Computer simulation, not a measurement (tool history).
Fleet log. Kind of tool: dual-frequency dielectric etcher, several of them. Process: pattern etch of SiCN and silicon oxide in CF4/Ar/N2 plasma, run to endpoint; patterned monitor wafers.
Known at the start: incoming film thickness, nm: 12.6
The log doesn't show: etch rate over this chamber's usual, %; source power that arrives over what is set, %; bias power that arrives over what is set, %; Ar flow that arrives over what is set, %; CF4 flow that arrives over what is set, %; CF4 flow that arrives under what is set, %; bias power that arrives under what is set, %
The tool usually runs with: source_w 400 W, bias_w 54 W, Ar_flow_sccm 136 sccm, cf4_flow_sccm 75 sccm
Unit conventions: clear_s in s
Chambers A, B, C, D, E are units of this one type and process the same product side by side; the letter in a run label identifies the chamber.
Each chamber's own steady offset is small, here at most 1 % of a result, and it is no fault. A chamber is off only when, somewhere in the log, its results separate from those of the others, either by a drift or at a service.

run   hour  source_w  bias_w  Ar_flow_sccm  cf4_flow_sccm  hours since the last wet clean  hours since the last source power generator calibration  hours since the last bias power generator calibration  hours since the last Ar flow controller change  hours since the last CF4 flow controller change  clear_s
 1A    8.2       400      54           136             75                            73.8                                                      166                                                   3488                                          1277.1                                           5127.5   18.372
 2C   12.6       400      54           136             75                              39                                                   2581.7                                                   2987                                          2560.2                                           1106.6   18.675
 3D     20       400      54           136             75                             229                                                    751.9                                                 2067.1                                          1297.5                                           2656.3   18.751
 4B   28.3       400      54           136             75                            72.5                                                   2179.8                                                  913.6                                            72.7                                            346.3   18.636
 5E   34.9       400      54           136             75                           263.3                                                     1060                                                   2218                                           519.9                                           1695.3   18.582
 6A   42.1       400      54           136             75                           107.7                                                    199.9                                                 3521.9                                            1311                                           5161.4    18.33
 7D   46.4       400      54           136             75                           255.4                                                    778.3                                                 2093.5                                          1323.9                                           2682.7   18.678
 8C   51.4       400      54           136             75                            77.8                                                   2620.5                                                 3025.8                                            2599                                           1145.4   18.646
 9E   57.7       400      54           136             75                           286.1                                                   1082.8                                                 2240.8                                           542.7                                           1718.1   18.488
10B   61.7       400      54           136             75                           105.9                                                   2213.2                                                    947                                           106.1                                            379.7    18.65
11C   70.1       400      54           136             75                            96.5                                                   2639.2                                                 3044.5                                          2617.7                                           1164.1   18.774
12E   76.6       400      54           136             75                             305                                                   1101.7                                                 2259.7                                           561.6                                             1737   18.747
13B   84.3       400      54           136             75                           128.5                                                   2235.8                                                  969.6                                           128.7                                            402.3   18.519
14D   87.9       400      54           136             75                           296.9                                                    819.8                                                   2135                                          1365.4                                           2724.2   18.609
15A     94       400      54           136             75                           159.6                                                    251.8                                                 3573.8                                          1362.9                                           5213.3   18.379
16C     99       400      65           121             75                           125.4                                                   2668.1                                                 3073.4                                          2646.6                                             1193   17.131
      99.6  -- chamber B: source power generator calibrated
17B  104.3       400      65           121             75                           148.5                                                      4.8                                                  989.6                                           148.7                                            422.3   16.624
18A    109       400      65           121             75                           174.6                                                    266.8                                                 3588.8                                          1377.9                                           5228.3   17.029
19D  115.6       400      65           121             75                           324.6                                                    847.5                                                 2162.7                                          1393.1                                           2751.9   17.007
20E  122.9       400      65           121             75                           351.3                                                     1148                                                   2306                                           607.9                                           1783.3   17.215
21C  129.7       400      54           136             75                           156.1                                                   2698.8                                                 3104.1                                          2677.3                                           1223.7   18.659
22D  134.7       400      54           136             75                           343.7                                                    866.6                                                 2181.8                                          1412.2                                             2771    18.71
23B  138.4       400      54           136             75                           182.6                                                     38.9                                                 1023.7                                           182.8                                            456.4    18.06
24E  143.8       400      54           136             75                           372.2                                                   1168.9                                                 2326.9                                           628.8                                           1804.2   18.429
25A  148.2       400      54           136             75                           213.8                                                      306                                                   3628                                          1417.1                                           5267.5   18.442
26A  152.4       400      54           136             75                             218                                                    310.2                                                 3632.2                                          1421.3                                           5271.7    18.38
27E  158.8       400      54           136             75                           387.2                                                   1183.9                                                 2341.9                                           643.8                                           1819.2   18.616
28D  165.5       400      54           136             75                           374.5                                                    897.4                                                 2212.6                                            1443                                           2801.8   18.587
29B  169.5       400      54           136             75                           213.7                                                       70                                                 1054.8                                           213.9                                            487.5   18.085
30C  177.6       400      54           136             75                             204                                                   2746.7                                                   3152                                          2725.2                                           1271.6   18.528
31E  181.9       400      54           136             75                           410.3                                                     1207                                                   2365                                           666.9                                           1842.3   18.573
     182.1  -- chamber D: wet clean of the chamber
32A    187       400      54           136             75                           252.6                                                    344.8                                                 3666.8                                          1455.9                                           5306.3   18.499
33D  194.9       400      54           136             75                            12.9                                                    926.8                                                   2242                                          1472.4                                           2831.2   18.397
34C  201.1       400      54           136             75                           227.5                                                   2770.2                                                 3175.5                                          2748.7                                           1295.1   18.598
35B  206.6       400      54           136             75                           250.8                                                    107.1                                                 1091.9                                             251                                            524.6   18.101
36E  211.1       370      54           136             75                           439.5                                                   1236.2                                                 2394.2                                           696.1                                           1871.5   19.801
37A  217.6       370      54           136             75                           283.2                                                    375.4                                                 3697.4                                          1486.5                                           5336.9   19.548

Does one chamber stand apart from the rest, does the shared gauge drift, or is all well apart from small per-chamber offsets? Give the chamber and the most likely cause, where there is one.

The work done on chamber B during a service left it standing apart from the others.
Cause: source power that arrives over what is set, % = 3.36.

Here are 4 candidates for chamber B's next run, each the usual settings with a change, their results left as question marks. Which one brings its results back in line with what the others give on the usual settings?
Allowed miss from the other chambers' usual-settings mean, per result, to count as in line: clear_s 0.32 s
38B-1  223.6       400      54           136             52                                                                                                                                                                                                                                                         ?
38B-2  223.6       390      53           137             75                                                                                                                                                                                                                                                         ?
38B-3  223.6       430      54           136             76                                                                                                                                                                                                                                                         ?
38B-4  223.6       400      54           112             75                                                                                                                                                                                                                                                         ?

Other chambers, usual settings, mean: clear_s 18.57 s
  run  clear_s
38B-1   19.275
38B-2   18.585
38B-3   16.862
38B-4   17.461
The answer is 38B-2, which returns the chamber to within the allowed miss of the others.
